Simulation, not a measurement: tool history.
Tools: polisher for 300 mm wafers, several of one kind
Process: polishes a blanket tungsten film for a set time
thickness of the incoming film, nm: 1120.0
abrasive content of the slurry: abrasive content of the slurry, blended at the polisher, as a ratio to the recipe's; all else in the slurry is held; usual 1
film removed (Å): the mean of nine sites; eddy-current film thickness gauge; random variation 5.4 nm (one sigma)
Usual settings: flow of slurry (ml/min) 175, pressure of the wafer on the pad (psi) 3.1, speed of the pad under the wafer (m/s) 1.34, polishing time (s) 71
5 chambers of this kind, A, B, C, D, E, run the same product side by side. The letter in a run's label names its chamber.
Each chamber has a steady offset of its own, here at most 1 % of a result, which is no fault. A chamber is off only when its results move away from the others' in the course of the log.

run     day  flow of slurry (ml/min)  pressure of the wafer on the pad (psi)  speed of the pad under the wafer (m/s)  abrasive content of the slurry  polishing time (s)  wafers polished on this pad  hours since the slurry nozzle was cleaned  hours since the head pressure was calibrated  hours since the slurry blender was calibrated  hours since the slurry got fresh peroxide  film removed (Å)
 1E   0.333                      175                                     3.1                                    1.34                               1                  71                          528                                      280.0                                        1303.9                                          173.1                                      104.9            3565.7
 2D   0.900                      175                                     3.1                                    1.34                               1                  71                          722                                       64.5                                        1084.7                                           95.1                                      121.4            3615.0
      1.167  -- chamber B: worn pad replaced by a new one
      1.179  -- chamber E: slurry tank refilled with fresh slurry and peroxide
      1.204  -- chamber A: worn pad replaced by a new one
 3A   1.288                      175                                     3.1                                    1.34                               1                  71                           26                                       60.8                                         740.3                                           83.1                                       49.8            3853.3
      1.429  -- chamber E: worn pad replaced by a new one
 4B   1.625                      175                                     3.1                                    1.34                               1                  71                          142                                      113.1                                         245.0                                          132.3                                      131.2            3716.7
      1.925  -- chamber D: worn pad replaced by a new one
 5C   1.933                      175                                     3.1                                    1.34                               1                  71                          885                                      271.3                                         212.7                                          182.8                                       83.5            3663.6
 6D   2.346                      175                                     3.1                                    1.34                               1                  71                          130                                       99.2                                        1119.4                                          129.8                                      156.1            3658.7
      2.412  -- chamber B: slurry tank refilled with fresh slurry and peroxide
      2.571  -- chamber E: slurry blender recalibrated
 7E   2.638                      175                                     3.1                                    1.16                               1                  71                          373                                      335.3                                        1359.2                                            1.7                                       35.1            3209.2
 8C   3.154                      175                                     3.1                                    1.16                               1                  71                         1262                                      300.6                                         242.0                                          212.1                                      112.8            3138.6
      3.212  -- chamber D: head pressure recalibrated
      3.554  -- chamber D: slurry tank refilled with fresh slurry and peroxide
 9B   3.567                      175                                     3.1                                    1.16                               1                  71                          741                                      159.7                                         291.6                                          178.9                                       27.8            3212.1
      3.592  -- chamber A: worn pad replaced by a new one
      3.592  -- chamber E: worn pad replaced by a new one
      3.733  -- chamber B: slurry blender recalibrated
      3.883  -- chamber C: worn pad replaced by a new one
      3.992  -- chamber A: slurry tank refilled with fresh slurry and peroxide
10A   4.108                      175                                     3.1                                    1.16                               1                  71                          160                                      128.5                                         808.0                                          150.8                                        2.8            3136.0
      4.346  -- chamber A: slurry blender recalibrated
11C   4.542                      175                                     3.1                                    1.16                               1                  71                          203                                      333.9                                         275.3                                          245.4                                      146.1            3276.2
      4.546  -- chamber D: worn pad replaced by a new one
      4.771  -- chamber B: worn pad replaced by a new one
12E   4.850                      175                                     3.1                                    1.34                               1                  49                          388                                      388.4                                        1412.3                                           54.8                                       88.2            2581.5
13B   5.254                      175                                     3.1                                    1.34                               1                  49                          150                                      200.2                                         332.1                                           36.6                                       68.3            2493.4
14A   5.804                      175                                     3.1                                    1.34                               1                  49                          683                                      169.2                                         848.7                                           35.0                                       43.5            2483.4
      5.825  -- chamber E: worn pad replaced by a new one
      6.242  -- chamber A: worn pad replaced by a new one
      6.267  -- chamber C: slurry tank refilled with fresh slurry and peroxide
15D   6.375                      175                                     3.1                                    1.34                               1                  49                          565                                      195.9                                          76.0                                          226.5                                       67.8            2477.6
      6.438  -- chamber E: slurry tank refilled with fresh slurry and peroxide
16C   6.671                      175                                     3.1                                    1.34                               1                  49                          860                                      385.0                                         326.4                                          296.5                                        9.7            2580.9
17A   7.071                      175                                     3.1                                    1.34                               1                  71                          256                                      199.6                                         879.1                                           65.4                                       73.9            3718.7
18B   7.496                      175                                     3.1                                    1.34                               1                  71                          841                                      254.0                                         385.9                                           90.4                                      122.1            3661.5
      7.608  -- chamber D: worn pad replaced by a new one
      7.804  -- chamber E: head pressure recalibrated
19D   7.808                      175                                     2.1                                    1.34                               1                  88                           61                                      230.3                                         110.4                                          260.9                                      102.2            3103.3
      8.058  -- chamber C: worn pad replaced by a new one
20E   8.162                      175                                     2.1                                    1.34                               1                  88                          721                                      467.9                                           8.7                                          134.3                                       41.4            3074.2
      8.512  -- chamber E: worn pad replaced by a new one
21D   8.588                      175                                     2.1                                    1.34                               1                  88                          302                                      249.0                                         129.1                                          279.6                                      120.9            3093.3
      8.742  -- chamber B: worn pad replaced by a new one
      8.829  -- chamber A: worn pad replaced by a new one
      8.879  -- chamber A: slurry tank refilled with fresh slurry and peroxide
22E   8.892                      175                                     2.1                                    1.34                               1                  88                          117                                      485.4                                          26.2                                          151.8                                       58.9            3103.0
      9.154  -- chamber B: slurry tank refilled with fresh slurry and peroxide
23C   9.200                      175                                     2.1                                    1.34                               1                  88                          352                                      445.7                                         387.1                                          357.2                                       70.4            3116.0
24B   9.708                      175                                     3.1                                    1.34                               1                  71                          298                                      307.1                                         439.0                                          143.5                                       13.3            3651.1
25A  10.154                      175                                     3.1                                    1.34                               1                  71                          409                                      273.6                                         953.1                                          139.4                                       30.6            3721.2
     10.525  -- chamber D: slurry tank refilled with fresh slurry and peroxide
26B  10.554                      175                                     3.1                                    1.34                               1                  71                          559                                      327.4                                         459.3                                          163.8                                       33.6            3730.2
     10.617  -- chamber D: worn pad replaced by a new one
     10.779  -- chamber E: worn pad replaced by a new one
     10.854  -- chamber E: slurry nozzle cleaned
27C  10.888                      175                                     3.1                                    1.34                               1                  71                          873                                      486.2                                         427.6                                          397.7                                      110.9            3729.1
28D  11.217                      175                                     3.1                                    1.34                               1                  71                          185                                      312.1                                         192.2                                          342.7                                       16.6            3635.3
     11.271  -- chamber A: slurry blender recalibrated
     11.400  -- chamber A: worn pad replaced by a new one
     11.454  -- chamber E: slurry tank refilled with fresh slurry and peroxide
29E  11.725                      175                                     3.1                                    1.34                               1                  71                          292                                       20.9                                          94.2                                          219.8                                        6.5            3752.7
30A  11.996                      175                                     2.4                                    0.94                               1                  71                          184                                      317.8                                         997.3                                           17.4                                       74.8            2031.0

Is one chamber off against the others, does the gauge drift, or is nothing wrong? If a chamber is off, say which, and what the likeliest cause is.

No chamber stands off beyond its own small offset, and the gauge holds steady.

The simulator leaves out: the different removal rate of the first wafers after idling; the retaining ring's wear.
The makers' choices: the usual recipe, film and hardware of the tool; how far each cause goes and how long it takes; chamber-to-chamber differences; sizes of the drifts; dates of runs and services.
